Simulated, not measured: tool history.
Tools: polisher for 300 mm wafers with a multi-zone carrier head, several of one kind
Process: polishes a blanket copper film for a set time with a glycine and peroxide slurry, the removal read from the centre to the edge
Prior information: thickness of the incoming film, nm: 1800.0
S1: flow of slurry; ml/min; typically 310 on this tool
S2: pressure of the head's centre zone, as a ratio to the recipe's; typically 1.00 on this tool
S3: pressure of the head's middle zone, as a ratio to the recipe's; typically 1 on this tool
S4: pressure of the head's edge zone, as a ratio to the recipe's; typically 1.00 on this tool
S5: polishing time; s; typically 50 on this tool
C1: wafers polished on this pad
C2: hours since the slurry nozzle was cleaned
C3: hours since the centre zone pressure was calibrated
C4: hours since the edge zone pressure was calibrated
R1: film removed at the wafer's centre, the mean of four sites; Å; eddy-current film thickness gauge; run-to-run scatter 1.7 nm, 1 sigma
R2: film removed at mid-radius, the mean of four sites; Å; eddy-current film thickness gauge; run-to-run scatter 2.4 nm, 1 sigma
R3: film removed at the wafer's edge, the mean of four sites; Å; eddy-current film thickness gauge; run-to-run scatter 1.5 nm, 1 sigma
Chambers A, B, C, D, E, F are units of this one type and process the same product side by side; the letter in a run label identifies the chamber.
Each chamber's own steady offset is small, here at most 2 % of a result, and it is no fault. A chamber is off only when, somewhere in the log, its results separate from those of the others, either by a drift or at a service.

run	hour	S1	S2	S3	S4	S5	C1	C2	C3	C4	R1	R2	R3
# hour 6.3: chamber A: edge zone pressure recalibrated
# hour 8.4: chamber C: slurry nozzle cleaned
1B	12.9	310	1.00	1	1.00	50	326	365.4	125.7	418.9	1996.3	2050.6	2004.2
# hour 18.5: chamber B: slurry nozzle cleaned
2C	25.6	310	1.00	1	1.00	50	503	17.3	156.7	171.8	2006.6	2077.6	1992.5
3F	33.7	310	1.00	1	1.00	50	842	822.0	466.7	76.8	1992.5	1960.7	1988.2
4E	44.7	310	1.00	1	1.00	50	666	494.0	220.4	163.6	2002.6	2023.8	2005.8
# hour 51.9: chamber A: worn pad replaced by a new one
5A	57.6	310	1.00	1	1.00	50	36	220.4	334.6	51.3	2015.4	2022.1	1984.9
6D	68.7	310	1.00	1	1.00	50	648	454.2	842.2	401.1	2025.8	2016.0	2013.9
# hour 69.3: chamber F: worn pad replaced by a new one
# hour 74.3: chamber B: worn pad replaced by a new one
7C	80.2	310	1.00	1	1.00	50	855	71.9	211.3	226.4	2030.9	2049.8	1983.7
# hour 90.0: chamber C: worn pad replaced by a new one
8D	92.8	310	1.00	1	1.00	50	804	478.3	866.3	425.2	1997.1	1994.8	1995.1
# hour 99.3: chamber D: slurry nozzle cleaned
9F	101.7	310	0.94	1	1.00	50	209	890.0	534.7	144.8	1864.1	1963.9	2010.9
# hour 103.5: chamber F: slurry nozzle cleaned
10B	112.3	310	0.94	1	1.00	50	246	93.9	225.1	518.3	1890.6	2071.5	2007.5
# hour 114.6: chamber A: slurry nozzle cleaned
11A	121.7	310	0.94	1	1.00	50	450	7.2	398.7	115.4	1881.6	2018.8	2005.4
12E	134.3	310	0.94	1	1.00	50	1244	583.6	310.0	253.2	1835.8	2025.7	1983.6
13E	142.7	310	0.94	1	1.00	50	1299	592.0	318.4	261.6	1858.5	1998.0	2010.0
# hour 144.1: chamber E: worn pad replaced by a new one
14A	156.5	310	0.94	1	1.00	50	675	42.0	433.5	150.2	1882.6	1977.0	2016.5
15B	164.1	310	1.00	1	1.00	50	580	145.7	276.9	570.1	2022.8	2053.0	2018.1
# hour 166.5: chamber D: centre zone pressure recalibrated
# hour 169.1: chamber B: worn pad replaced by a new one
16D	173.3	310	1.00	1	1.00	50	1323	74.1	6.9	505.7	1945.2	1955.8	1967.4
# hour 173.5: chamber B: centre zone pressure recalibrated
# hour 174.5: chamber A: worn pad replaced by a new one
17F	180.0	310	1.00	1	1.00	50	714	76.6	613.0	223.1	2001.8	1977.9	2020.8
18C	193.7	310	1.00	1	1.00	50	669	185.4	324.8	339.9	2059.9	1975.6	1998.5
19B	206.6	310	1.00	1	1.00	50	242	188.2	33.1	612.6	2004.3	1989.6	2000.5
20E	221.7	310	1.00	1	1.00	50	501	671.0	397.4	340.6	2006.2	2077.4	1990.7
# hour 221.8: chamber F: worn pad replaced by a new one
# hour 232.6: chamber C: worn pad replaced by a new one
21A	234.8	310	1.00	1	1.00	50	389	120.3	511.8	228.5	2011.2	2009.3	2008.2
22F	244.3	310	1.00	1	1.00	50	145	140.9	677.3	287.4	2022.5	2037.5	1998.1
23C	254.3	310	1.00	1	1.00	50	140	246.0	385.4	400.5	2033.2	1971.7	2026.4
24D	262.9	310	1.00	1	0.96	50	1902	163.7	96.5	595.3	1919.1	1939.3	1876.7
# hour 267.2: chamber B: worn pad replaced by a new one
# hour 269.7: chamber A: worn pad replaced by a new one
25F	273.2	310	1.00	1	0.96	50	332	169.8	706.2	316.3	2012.9	2000.6	1967.2
26C	282.1	310	1.00	1	0.96	50	319	273.8	413.2	428.3	2012.1	2026.4	1964.1
27D	295.8	310	1.00	1	0.96	50	2114	196.6	129.4	628.2	1925.0	1886.3	1876.9
# hour 301.2: chamber F: centre zone pressure recalibrated
28B	308.4	310	1.00	1	0.96	50	266	290.0	134.9	714.4	2038.5	2026.2	1922.3
29E	319.1	310	1.00	1	0.96	50	1130	768.4	494.8	438.0	2002.0	2041.9	1937.9
# hour 322.8: chamber E: centre zone pressure recalibrated
# hour 328.9: chamber C: centre zone pressure recalibrated
30A	332.7	310	1.00	1	1.00	50	407	218.2	609.7	326.4	1993.1	1995.0	1966.7
31A	344.1	310	1.00	1	1.00	50	480	229.6	621.1	337.8	2001.8	2006.8	2005.3
32B	356.4	310	1.00	1	1.00	50	576	338.0	182.9	762.4	2050.5	1975.3	1977.2
# hour 362.6: chamber A: edge zone pressure recalibrated
33C	363.9	310	1.00	1	1.00	50	847	355.6	35.0	510.1	2039.2	2008.4	1976.4
34D	372.2	310	1.00	1	1.00	50	2608	273.0	205.8	704.6	1888.0	1883.9	1865.7
# hour 373.3: chamber E: worn pad replaced by a new one
# hour 373.4: chamber F: worn pad replaced by a new one
# hour 379.8: chamber B: worn pad replaced by a new one
# hour 381.9: chamber C: worn pad replaced by a new one
35F	383.3	310	1.00	1	1.00	50	64	279.9	82.1	426.4	1991.3	2056.6	1997.8
# hour 384.0: chamber A: worn pad replaced by a new one
# hour 389.5: chamber F: edge zone pressure recalibrated
36E	390.5	310	0.92	1	1.00	50	111	839.8	67.8	509.4	1810.0	2012.7	2003.1
37A	400.5	310	0.92	1	1.00	50	106	286.0	677.5	37.9	1827.0	1979.8	1985.0
38B	409.1	310	0.92	1	1.00	50	189	390.7	235.6	815.1	1845.2	2063.0	2013.3
39D	421.3	310	0.92	1	1.00	50	2925	322.1	254.9	753.7	1731.6	1885.7	1870.1
40C	435.0	310	0.92	1	1.00	50	343	426.7	106.1	581.2	1861.8	2019.3	2022.4
41F	445.3	310	0.92	1	1.00	50	464	341.9	144.1	55.8	1799.6	2017.6	1997.0

Next, every chamber runs the same settings. What will each give?
42A	456.1	310	1.00	1	1.00	50					?	?	?
42B	456.1	310	1.00	1	1.00	50					?	?	?
42C	456.1	310	1.00	1	1.00	50					?	?	?
42D	456.1	310	1.00	1	1.00	50					?	?	?
42E	456.1	310	1.00	1	1.00	50					?	?	?
42F	456.1	310	1.00	1	1.00	50					?	?	?

run	R1	R2	R3
42A	2025.8	1985.4	1995.9
42B	2017.1	2023.9	2010.4
42C	2053.4	2006.9	1991.7
42D	1879.8	1847.1	1857.7
42E	1982.4	2013.5	2017.5
42F	1983.5	1977.1	1998.3
